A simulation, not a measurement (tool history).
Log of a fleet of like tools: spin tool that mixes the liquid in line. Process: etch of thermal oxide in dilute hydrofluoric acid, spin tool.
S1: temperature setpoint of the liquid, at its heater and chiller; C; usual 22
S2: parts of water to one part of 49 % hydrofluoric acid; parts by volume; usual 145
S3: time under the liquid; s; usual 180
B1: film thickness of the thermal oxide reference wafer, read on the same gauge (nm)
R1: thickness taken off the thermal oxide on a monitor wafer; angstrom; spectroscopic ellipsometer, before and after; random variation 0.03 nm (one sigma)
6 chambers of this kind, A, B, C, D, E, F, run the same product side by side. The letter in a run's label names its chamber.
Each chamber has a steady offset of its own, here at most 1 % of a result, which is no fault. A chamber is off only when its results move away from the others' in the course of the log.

Run 1C, day 0.121: usual settings; B1 109.99. Result: R1 49.328 angstrom.
Run 2B, day 0.296: usual settings; B1 110.01. Result: R1 49.012 angstrom.
Run 3A, day 0.412: usual settings; B1 110. Result: R1 49.48 angstrom.
Run 4D, day 0.575: usual settings; B1 110. Result: R1 49.399 angstrom.
Run 5E, day 0.758: usual settings; B1 110. Result: R1 49.43 angstrom.
Run 6F, day 0.925: usual settings; B1 110.04. Result: R1 48.148 angstrom.
Run 7D, day 1.092: usual settings; B1 110.02. Result: R1 48.681 angstrom.
Run 8A, day 1.288: usual settings; B1 109.99. Result: R1 48.657 angstrom.
Run 9F, day 1.425: usual settings; B1 109.99. Result: R1 48.485 angstrom.
Run 10C, day 1.621: usual settings; B1 110. Result: R1 49.946 angstrom.
At day 1.758: chamber F: hydrofluoric acid flow meter replaced.
Run 11B, day 1.783: usual settings; B1 110.01. Result: R1 49.447 angstrom.
Run 12E, day 1.896: usual settings; B1 109.99. Result: R1 48.813 angstrom.
Run 13C, day 2.038: usual settings but S1 24 C, S3 110 s; B1 110.01. Result: R1 32.499 angstrom.
Run 14D, day 2.154: usual settings but S1 24 C, S3 110 s; B1 110. Result: R1 32.608 angstrom.
Run 15F, day 2.321: usual settings but S1 24 C, S3 110 s; B1 109.98. Result: R1 31.709 angstrom.
Run 16A, day 2.496: usual settings but S1 24 C, S3 110 s; B1 109.99. Result: R1 32.173 angstrom.
Run 17E, day 2.688: usual settings but S1 24 C, S3 110 s; B1 110.01. Result: R1 32.162 angstrom.
Run 18B, day 2.9: usual settings but S1 24 C, S3 110 s; B1 110.01. Result: R1 32.63 angstrom.
Run 19A, day 3.029: usual settings; B1 110.03. Result: R1 48.97 angstrom.
Run 20E, day 3.15: usual settings; B1 110.02. Result: R1 48.88 angstrom.
Run 21D, day 3.288: usual settings; B1 110.02. Result: R1 48.738 angstrom.
Run 22B, day 3.388: usual settings; B1 109.97. Result: R1 49.137 angstrom.
Run 23F, day 3.583: usual settings; B1 109.99. Result: R1 49.232 angstrom.
Run 24C, day 3.708: usual settings; B1 110.03. Result: R1 49.431 angstrom.
Run 25F, day 3.892: usual settings; B1 110.01. Result: R1 48.516 angstrom.
Run 26D, day 4.058: usual settings but S2 170 parts by volume; B1 110. Result: R1 40.61 angstrom.
Run 27B, day 4.258: usual settings but S2 170 parts by volume; B1 110. Result: R1 40.453 angstrom.
Run 28A, day 4.371: usual settings but S2 170 parts by volume; B1 110. Result: R1 40.359 angstrom.
Run 29C, day 4.471: usual settings but S2 170 parts by volume; B1 109.98. Result: R1 40.513 angstrom.
Run 30E, day 4.617: usual settings but S2 170 parts by volume; B1 109.99. Result: R1 41.64 angstrom.
Run 31B, day 4.783: usual settings but S2 170 parts by volume; B1 109.99. Result: R1 40.625 angstrom.
Run 32F, day 4.896: usual settings; B1 110.01. Result: R1 48.022 angstrom.
Run 33D, day 5.05: usual settings; B1 109.99. Result: R1 49.01 angstrom.
Run 34C, day 5.146: usual settings; B1 110.04. Result: R1 49.585 angstrom.
Run 35E, day 5.262: usual settings; B1 110. Result: R1 50.799 angstrom.
Run 36A, day 5.433: usual settings; B1 109.99. Result: R1 49.47 angstrom.
Run 37E, day 5.542: usual settings; B1 110. Result: R1 51.309 angstrom.
Run 38B, day 5.746: usual settings; B1 110. Result: R1 49.287 angstrom.
Run 39F, day 5.954: usual settings; B1 109.99. Result: R1 48.274 angstrom.
Run 40A, day 6.158: usual settings; B1 110.01. Result: R1 49.241 angstrom.

What goes on in this fleet: one chamber off, a drifting gauge, or nothing beyond the chambers' own small offsets? Name the chamber and the cause, if any.

Chamber E drifts away from the others.
Cause: liquid hotter than its thermometer reads (K) = 1.33.
The log may not tell that from: hydrofluoric acid flow above the setpoint (%).

Here are 4 candidates for chamber E's next run, each the usual settings with a change, their results left as question marks. Which one brings its results back in line with what the others give on the usual settings?
In line means no further than this from the other chambers' mean on the usual settings: R1 1 angstrom
Run 41E-1, day 6.312: usual settings but S3 170 s. Result: R1 ?.
Run 41E-2, day 6.312: usual settings but S1 22.5 C. Result: R1 ?.
Run 41E-3, day 6.312: usual settings but S3 190 s. Result: R1 ?.
Run 41E-4, day 6.312: usual settings but S1 21.5 C. Result: R1 ?.

The other chambers' mean on the usual settings: R1 49.006 angstrom
  run      R1
41E-1   48.84
41E-2  52.719
41E-3  54.586
41E-4  50.702
41E-1 brings the chamber back in line.
